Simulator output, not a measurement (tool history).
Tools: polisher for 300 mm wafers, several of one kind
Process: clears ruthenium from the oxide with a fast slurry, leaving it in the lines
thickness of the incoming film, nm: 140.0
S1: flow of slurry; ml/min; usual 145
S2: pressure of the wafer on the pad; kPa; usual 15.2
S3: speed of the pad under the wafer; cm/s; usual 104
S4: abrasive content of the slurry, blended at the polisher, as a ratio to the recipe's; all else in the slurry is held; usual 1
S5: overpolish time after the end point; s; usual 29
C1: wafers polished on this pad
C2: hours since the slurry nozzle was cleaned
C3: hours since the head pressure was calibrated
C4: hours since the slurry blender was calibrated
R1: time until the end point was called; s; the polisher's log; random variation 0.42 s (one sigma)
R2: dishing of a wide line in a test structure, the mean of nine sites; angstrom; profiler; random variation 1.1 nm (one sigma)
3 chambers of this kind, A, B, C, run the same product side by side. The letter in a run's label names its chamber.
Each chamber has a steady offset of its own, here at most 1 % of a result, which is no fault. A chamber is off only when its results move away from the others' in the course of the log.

{"hour": 2.0, "done": "chamber B: worn pad replaced by a new one"}
{"run": "1B", "hour": 5.2, "S1": 145, "S2": 15.2, "S3": 104, "S4": 1, "S5": 29, "C1": 32, "C2": 633.5, "C3": 394.5, "C4": 105.6, "R1": 36.774, "R2": 800.27}
{"hour": 6.7, "done": "chamber B: slurry nozzle cleaned"}
{"run": "2A", "hour": 10.4, "S1": 145, "S2": 15.2, "S3": 104, "S4": 1, "S5": 29, "C1": 544, "C2": 546.6, "C3": 1392.9, "C4": 52.7, "R1": 36.373, "R2": 801.89}
{"run": "3C", "hour": 13.3, "S1": 145, "S2": 15.2, "S3": 104, "S4": 1, "S5": 29, "C1": 418, "C2": 28.7, "C3": 662.9, "C4": 181, "R1": 36.424, "R2": 794.7}
{"run": "4A", "hour": 17.2, "S1": 145, "S2": 15.2, "S3": 104, "S4": 1, "S5": 29, "C1": 611, "C2": 553.4, "C3": 1399.7, "C4": 59.5, "R1": 36.982, "R2": 793.03}
{"run": "5C", "hour": 19.6, "S1": 145, "S2": 15.2, "S3": 104, "S4": 1, "S5": 29, "C1": 481, "C2": 35, "C3": 669.2, "C4": 187.3, "R1": 36.411, "R2": 816.18}
{"run": "6B", "hour": 22.3, "S1": 145, "S2": 15.2, "S3": 104, "S4": 1, "S5": 29, "C1": 201, "C2": 15.7, "C3": 411.6, "C4": 122.7, "R1": 36.368, "R2": 818.1}
{"run": "7B", "hour": 26.4, "S1": 145, "S2": 15.2, "S3": 104, "S4": 1, "S5": 29, "C1": 242, "C2": 19.8, "C3": 415.7, "C4": 126.8, "R1": 35.966, "R2": 789.84}
{"run": "8C", "hour": 30.4, "S1": 145, "S2": 15.2, "S3": 104, "S4": 1, "S5": 29, "C1": 588, "C2": 45.8, "C3": 680, "C4": 198.1, "R1": 36.217, "R2": 808.34}
{"run": "9A", "hour": 35.4, "S1": 145, "S2": 15.2, "S3": 104, "S4": 1, "S5": 29, "C1": 792, "C2": 571.6, "C3": 1417.9, "C4": 77.7, "R1": 36.189, "R2": 798.11}
{"hour": 36.9, "done": "chamber C: worn pad replaced by a new one"}
{"run": "10A", "hour": 40.3, "S1": 145, "S2": 15.2, "S3": 104, "S4": 1, "S5": 29, "C1": 840, "C2": 576.5, "C3": 1422.8, "C4": 82.6, "R1": 36.452, "R2": 784.32}
{"run": "11C", "hour": 43.0, "S1": 145, "S2": 20, "S3": 104, "S4": 1, "S5": 19, "C1": 60, "C2": 58.4, "C3": 692.6, "C4": 210.7, "R1": 27.748, "R2": 712.69}
{"run": "12B", "hour": 47.8, "S1": 145, "S2": 20, "S3": 104, "S4": 1, "S5": 19, "C1": 454, "C2": 41.2, "C3": 437.1, "C4": 148.2, "R1": 27.072, "R2": 701.11}
{"run": "13B", "hour": 51.7, "S1": 145, "S2": 20, "S3": 104, "S4": 1, "S5": 19, "C1": 493, "C2": 45.1, "C3": 441, "C4": 152.1, "R1": 28.116, "R2": 709.24}
{"run": "14A", "hour": 54.1, "S1": 145, "S2": 15.2, "S3": 104, "S4": 1, "S5": 29, "C1": 977, "C2": 590.3, "C3": 1436.6, "C4": 96.4, "R1": 36.856, "R2": 772.64}
{"run": "15C", "hour": 59.4, "S1": 145, "S2": 15.2, "S3": 104, "S4": 1, "S5": 29, "C1": 223, "C2": 74.8, "C3": 709, "C4": 227.1, "R1": 35.344, "R2": 790.18}
{"hour": 61.9, "done": "chamber A: slurry blender recalibrated"}
{"run": "16C", "hour": 62.6, "S1": 145, "S2": 15.2, "S3": 104, "S4": 1, "S5": 29, "C1": 254, "C2": 78, "C3": 712.2, "C4": 230.3, "R1": 36.615, "R2": 806.98}
{"run": "17A", "hour": 67.0, "S1": 145, "S2": 15.2, "S3": 104, "S4": 1, "S5": 29, "C1": 1105, "C2": 603.2, "C3": 1449.5, "C4": 5.1, "R1": 36.426, "R2": 815.68}
{"run": "18B", "hour": 71.4, "S1": 145, "S2": 15.2, "S3": 104, "S4": 1, "S5": 29, "C1": 688, "C2": 64.8, "C3": 460.7, "C4": 171.8, "R1": 36.214, "R2": 797.6}
{"run": "19A", "hour": 75.1, "S1": 145, "S2": 15.2, "S3": 104, "S4": 1, "S5": 29, "C1": 1185, "C2": 611.3, "C3": 1457.6, "C4": 13.2, "R1": 36.033, "R2": 792.52}
{"run": "20C", "hour": 79.3, "S1": 145, "S2": 15.2, "S3": 104, "S4": 1, "S5": 29, "C1": 420, "C2": 94.7, "C3": 728.9, "C4": 247, "R1": 36.288, "R2": 802.62}
{"hour": 82.4, "done": "chamber A: worn pad replaced by a new one"}
{"run": "21B", "hour": 82.8, "S1": 145, "S2": 15.2, "S3": 104, "S4": 1, "S5": 29, "C1": 801, "C2": 76.2, "C3": 472.1, "C4": 183.2, "R1": 36.763, "R2": 791.98}
{"hour": 85.3, "done": "chamber A: head pressure recalibrated"}
{"run": "22A", "hour": 87.3, "S1": 145, "S2": 15.2, "S3": 104, "S4": 1, "S5": 29, "C1": 49, "C2": 623.5, "C3": 2, "C4": 25.4, "R1": 36.364, "R2": 800.12}
{"run": "23C", "hour": 90.3, "S1": 145, "S2": 15.2, "S3": 104, "S4": 0.7, "S5": 29, "C1": 529, "C2": 105.7, "C3": 739.9, "C4": 258, "R1": 43.748, "R2": 707.94}
{"run": "24B", "hour": 93.8, "S1": 145, "S2": 15.2, "S3": 104, "S4": 0.7, "S5": 29, "C1": 910, "C2": 87.2, "C3": 483.1, "C4": 194.2, "R1": 42.164, "R2": 695.81}
{"run": "25A", "hour": 96.5, "S1": 145, "S2": 15.2, "S3": 104, "S4": 0.7, "S5": 29, "C1": 140, "C2": 632.7, "C3": 11.2, "C4": 34.6, "R1": 43.919, "R2": 679.27}
{"hour": 100.7, "done": "chamber C: worn pad replaced by a new one"}
{"run": "26C", "hour": 101.1, "S1": 145, "S2": 15.2, "S3": 104, "S4": 1, "S5": 29, "C1": 4, "C2": 116.5, "C3": 750.7, "C4": 268.8, "R1": 36.463, "R2": 790.2}
{"hour": 105.3, "done": "chamber B: worn pad replaced by a new one"}
{"run": "27B", "hour": 105.7, "S1": 145, "S2": 15.2, "S3": 104, "S4": 1, "S5": 29, "C1": 4, "C2": 99.1, "C3": 495, "C4": 206.1, "R1": 35.652, "R2": 793.17}
{"run": "28A", "hour": 110.9, "S1": 145, "S2": 15.2, "S3": 104, "S4": 1, "S5": 29, "C1": 283, "C2": 647.1, "C3": 25.6, "C4": 49, "R1": 36.515, "R2": 781.01}
{"run": "29B", "hour": 114.7, "S1": 145, "S2": 15.2, "S3": 104, "S4": 1, "S5": 29, "C1": 94, "C2": 108.1, "C3": 504, "C4": 215.1, "R1": 36.382, "R2": 793.13}
{"run": "30C", "hour": 118.2, "S1": 145, "S2": 15.2, "S3": 104, "S4": 1, "S5": 29, "C1": 173, "C2": 133.6, "C3": 767.8, "C4": 285.9, "R1": 35.916, "R2": 785.05}
{"run": "31A", "hour": 120.7, "S1": 145, "S2": 15.2, "S3": 104, "S4": 1, "S5": 29, "C1": 380, "C2": 656.9, "C3": 35.4, "C4": 58.8, "R1": 36.344, "R2": 797.43}
{"run": "32B", "hour": 123.1, "S1": 145, "S2": 15.2, "S3": 104, "S4": 1, "S5": 29, "C1": 177, "C2": 116.5, "C3": 512.4, "C4": 223.5, "R1": 36.239, "R2": 801.03}
{"run": "33C", "hour": 125.7, "S1": 145, "S2": 15.2, "S3": 104, "S4": 1, "S5": 29, "C1": 247, "C2": 141.1, "C3": 775.3, "C4": 293.4, "R1": 35.928, "R2": 809.62}
{"run": "34C", "hour": 130.1, "S1": 145, "S2": 15.2, "S3": 104, "S4": 1, "S5": 29, "C1": 291, "C2": 145.5, "C3": 779.7, "C4": 297.8, "R1": 36.06, "R2": 804.66}
{"run": "35B", "hour": 133.6, "S1": 145, "S2": 15.2, "S3": 104, "S4": 1, "S5": 29, "C1": 281, "C2": 127, "C3": 522.9, "C4": 234, "R1": 36.861, "R2": 784.6}
{"run": "36A", "hour": 137.9, "S1": 145, "S2": 15.2, "S3": 74, "S4": 1, "S5": 29, "C1": 550, "C2": 674.1, "C3": 52.6, "C4": 76, "R1": 51.263, "R2": 596}
{"run": "37C", "hour": 141.5, "S1": 145, "S2": 15.2, "S3": 74, "S4": 1, "S5": 29, "C1": 404, "C2": 156.9, "C3": 791.1, "C4": 309.2, "R1": 51.158, "R2": 609.45}

All 3 chambers run these settings next. Forecast each chamber's results:
{"run": "38A", "hour": 145.3, "S1": 145, "S2": 15.2, "S3": 86, "S4": 1, "S5": 29, "R1": "?", "R2": "?"}
{"run": "38B", "hour": 145.3, "S1": 145, "S2": 15.2, "S3": 86, "S4": 1, "S5": 29, "R1": "?", "R2": "?"}
{"run": "38C", "hour": 145.3, "S1": 145, "S2": 15.2, "S3": 86, "S4": 1, "S5": 29, "R1": "?", "R2": "?"}

run=38A R1=43.851 R2=677.73
run=38B R1=43.143 R2=680.14
run=38C R1=43.422 R2=688.02

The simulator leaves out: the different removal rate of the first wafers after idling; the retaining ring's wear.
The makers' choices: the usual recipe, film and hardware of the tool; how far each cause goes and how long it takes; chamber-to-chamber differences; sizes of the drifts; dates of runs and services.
